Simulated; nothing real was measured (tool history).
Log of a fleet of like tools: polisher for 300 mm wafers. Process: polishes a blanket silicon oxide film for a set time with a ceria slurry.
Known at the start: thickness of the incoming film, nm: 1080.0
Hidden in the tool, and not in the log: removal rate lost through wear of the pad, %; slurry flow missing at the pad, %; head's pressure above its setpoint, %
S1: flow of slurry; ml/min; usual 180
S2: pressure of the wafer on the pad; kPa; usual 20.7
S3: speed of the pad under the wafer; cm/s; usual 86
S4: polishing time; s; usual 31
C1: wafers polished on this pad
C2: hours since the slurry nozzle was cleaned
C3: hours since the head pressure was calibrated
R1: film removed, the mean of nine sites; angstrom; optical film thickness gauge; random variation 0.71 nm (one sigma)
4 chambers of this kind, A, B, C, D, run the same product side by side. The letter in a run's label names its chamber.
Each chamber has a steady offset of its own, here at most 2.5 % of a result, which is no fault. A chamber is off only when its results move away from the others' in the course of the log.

run	hour	S1	S2	S3	S4	C1	C2	C3	R1
1B	2.3	180	20.7	86	31	307	127.9	629.4	937.06
# hour 4.5: chamber D: worn pad replaced by a new one
2A	7.1	180	20.7	86	31	484	175	1121.8	922.88
3D	11.8	180	20.7	86	31	91	171.6	305.3	929.87
4C	15.6	180	20.7	86	31	635	153.1	688.6	910.43
5D	19.6	180	20.7	86	31	189	179.4	313.1	920.91
6C	23.6	180	22.8	104	31	735	161.1	696.6	1231
# hour 24.7: chamber D: head pressure recalibrated
7A	28.7	180	22.8	104	31	754	196.6	1143.4	1209.4
# hour 29.3: chamber C: worn pad replaced by a new one
8B	32.9	180	22.8	104	31	689	158.5	660	1242.9
9C	36.6	180	22.8	104	31	92	174.1	709.6	1217.8
10B	41	180	20.7	86	31	790	166.6	668.1	928.26
11A	45.9	180	15.9	86	31	968	213.8	1160.6	708.48
# hour 47.8: chamber B: worn pad replaced by a new one
12D	48.8	180	15.9	86	31	554	208.6	24.2	705.25
13A	51.6	180	15.9	86	31	1040	219.5	1166.3	702.54
# hour 54.3: chamber A: slurry nozzle cleaned
14C	56.6	180	15.9	86	31	342	194.1	729.6	714.36
# hour 59.1: chamber D: worn pad replaced by a new one
# hour 59.6: chamber D: slurry nozzle cleaned
15D	61.4	180	20.7	86	31	29	1.9	36.8	921.93
16B	65.7	180	20.7	86	31	224	191.3	692.8	943.8
17D	70.1	180	20.7	86	31	138	10.6	45.5	924.1
18A	74.9	180	20.7	86	31	1331	20.6	1189.6	905.03
# hour 75.8: chamber B: head pressure recalibrated
19B	77.8	180	20.7	86	31	375	203.4	2.1	942.75
20C	80.8	180	20.7	86	31	644	218.3	753.8	921.56
21B	83.4	180	20.7	86	31	445	209	7.7	937.35
22C	88.4	180	20.7	86	31	739	225.9	761.4	915.99
# hour 91.3: chamber A: head pressure recalibrated
23A	92.9	180	20.7	86	31	1556	38.6	1.7	875.44
24D	96.8	150	20.7	102	31	471	37.3	72.2	1073.4
25C	100.9	150	20.7	102	31	895	238.4	773.9	1066.8
26B	104.3	150	20.7	102	31	706	229.9	28.6	1085.2
27A	108.5	150	20.7	102	31	1750	54.2	17.3	1020.5
28D	112.3	180	20.7	86	31	665	52.8	87.7	922.85
29A	117.1	180	20.7	86	31	1858	62.8	25.9	861.95
30B	119.8	200	20.7	86	21	900	245.4	44.1	649.51

What goes on in this fleet: one chamber off, a drifting gauge, or nothing beyond the chambers' own small offsets? Name the chamber and the cause, if any.

Chamber A drifts away from the others.
Cause: removal rate lost through wear of the pad, % = 5.57.

Here are 4 candidates for chamber A's next run, each the usual settings with a change, their results left as question marks. Which one brings its results back in line with what the others give on the usual settings?
In line means no further than this from the other chambers' mean on the usual settings: R1 25 angstrom
31A-1	123.5	180	19.3	86	31				?
31A-2	123.5	180	20.7	84	31				?
31A-3	123.5	195	20.7	86	31				?
31A-4	123.5	180	20.7	88	32				?

The other chambers' mean on the usual settings: R1 928.34 angstrom
run	R1
31A-1	815.77
31A-2	853.93
31A-3	883.89
31A-4	922.96
31A-4 brings the chamber back in line.
